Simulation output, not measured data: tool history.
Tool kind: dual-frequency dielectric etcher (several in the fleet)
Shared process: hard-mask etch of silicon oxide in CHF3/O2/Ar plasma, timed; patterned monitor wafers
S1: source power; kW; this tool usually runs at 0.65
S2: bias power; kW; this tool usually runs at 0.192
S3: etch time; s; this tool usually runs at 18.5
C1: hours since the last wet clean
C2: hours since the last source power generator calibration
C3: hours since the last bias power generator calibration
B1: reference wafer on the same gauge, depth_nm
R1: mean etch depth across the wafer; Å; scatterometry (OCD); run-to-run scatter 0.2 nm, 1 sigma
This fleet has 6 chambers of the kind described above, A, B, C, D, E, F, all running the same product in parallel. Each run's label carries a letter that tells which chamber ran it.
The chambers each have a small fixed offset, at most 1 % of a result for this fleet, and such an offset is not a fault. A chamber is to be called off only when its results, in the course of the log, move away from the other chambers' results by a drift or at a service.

run,hour,S1,S2,S3,C1,C2,C3,B1,R1
1E,5.9,0.65,0.192,18.5,351.8,2459.1,1747.9,45.098,383.8
# hour 7.4: chamber D: wet clean of the chamber
2C,9.5,0.65,0.192,18.5,169.3,402.4,1128.3,45.127,384.63
3B,16.7,0.65,0.192,18.5,200,3174.8,1221.2,45.053,387.13
4D,22.7,0.65,0.192,18.5,15.3,803.5,1329.4,45.04,380.72
5F,27.6,0.65,0.192,18.5,116.2,347.6,642.2,45.041,384.38
6A,31,0.65,0.192,18.5,342.3,2279.2,1392.7,45.128,384.8
7B,38.3,0.65,0.192,18.5,221.6,3196.4,1242.8,45.104,388.4
8E,45.2,0.65,0.192,18.5,391.1,2498.4,1787.2,45.13,384.67
9F,49.6,0.65,0.192,18.5,138.2,369.6,664.2,45.038,388.3
10C,56.7,0.65,0.192,18.5,216.5,449.6,1175.5,45.095,388.1
11D,62.2,0.65,0.192,18.5,54.8,843,1368.9,45.071,384.09
12A,68.9,0.65,0.192,18.5,380.2,2317.1,1430.6,45.068,381.73
13D,72.9,0.65,0.192,18.5,65.5,853.7,1379.6,45.03,381.49
14C,78.4,0.65,0.192,18.5,238.2,471.3,1197.2,45.101,386.2
15A,85.6,0.65,0.192,18.5,396.9,2333.8,1447.3,45.069,383.58
16E,92.7,0.65,0.192,18.5,438.6,2545.9,1834.7,45.129,379.59
# hour 94.6: chamber A: wet clean of the chamber
17B,97.6,0.65,0.168,18.5,280.9,3255.7,1302.1,45.123,369.54
# hour 99.5: chamber B: source power generator calibrated
18F,104.6,0.65,0.168,18.5,193.2,424.6,719.2,45.028,364.63
19E,111.9,0.65,0.168,18.5,457.8,2565.1,1853.9,45.083,363.67
20D,116.8,0.65,0.168,18.5,109.4,897.6,1423.5,45.134,368.15
21C,122.4,0.65,0.168,18.5,282.2,515.3,1241.2,45.062,369.3
22F,127.3,0.65,0.168,18.5,215.9,447.3,741.9,45.036,369.84
23A,132,0.65,0.192,18.5,37.5,2380.2,1493.7,45.076,399.94
24B,136.8,0.65,0.192,18.5,320.1,37.4,1341.3,45.079,385.16
25F,140.3,0.65,0.192,18.5,228.9,460.3,754.9,45.057,385.64
26E,146.2,0.65,0.192,18.5,492.1,2599.4,1888.2,45.092,384.56
27D,153.5,0.65,0.192,18.5,146.1,934.3,1460.2,45.081,387.47
28C,159.6,0.65,0.192,18.5,319.4,552.5,1278.4,45.075,388.91
29B,166.7,0.65,0.192,15,350,67.3,1371.2,45.113,314.69
30A,173.1,0.65,0.192,15,78.6,2421.3,1534.8,45.187,329.35
31D,180,0.65,0.192,15,172.6,960.8,1486.7,45.078,311.94
32C,185.1,0.65,0.192,15,344.9,578,1303.9,45.077,311.46
33B,190.7,0.65,0.192,15,374,91.3,1395.2,45.05,309.93
34A,194.3,0.65,0.192,15,99.8,2442.5,1556,45.088,326.32
35F,200.3,0.65,0.192,18.5,288.9,520.3,814.9,45.031,390.89
36E,204.2,0.65,0.192,18.5,550.1,2657.4,1946.2,45.128,381.7
37D,211.3,0.65,0.192,18.5,203.9,992.1,1518,45.114,386.31
38C,215.6,0.65,0.192,18.5,375.4,608.5,1334.4,45.077,388.53
39B,220.7,0.65,0.158,23,404,121.3,1425.2,45.113,449.14

Which is it: a chamber that has drifted or been left off by a service, a gauge drift common to all chambers, or only each chamber's usual small offset? If a chamber is off, name it and its likeliest cause.

A service left chamber A off against the others.
Most likely cause: etch rate over this chamber's usual, % = 4.51.

Chamber A could run next with any of the 4 candidate recipes listed below; each alters the usual settings, and their results appear as question marks. Which one brings its results back in line with what the other chambers deliver on the usual settings?
In line means no further than this from the other chambers' mean on the usual settings: R1 6.8 Å
40A-1,226.1,0.64,0.189,18.5,,,,,?
40A-2,226.1,0.64,0.19,18,,,,,?
40A-3,226.1,0.73,0.192,18.5,,,,,?
40A-4,226.1,0.67,0.192,18.5,,,,,?

The mean the other chambers reach with the usual settings: R1 385.01 Å
run,R1
40A-1,399.09
40A-2,389
40A-3,421.6
40A-4,408.19
40A-2 puts the chamber back in line with the other chambers.

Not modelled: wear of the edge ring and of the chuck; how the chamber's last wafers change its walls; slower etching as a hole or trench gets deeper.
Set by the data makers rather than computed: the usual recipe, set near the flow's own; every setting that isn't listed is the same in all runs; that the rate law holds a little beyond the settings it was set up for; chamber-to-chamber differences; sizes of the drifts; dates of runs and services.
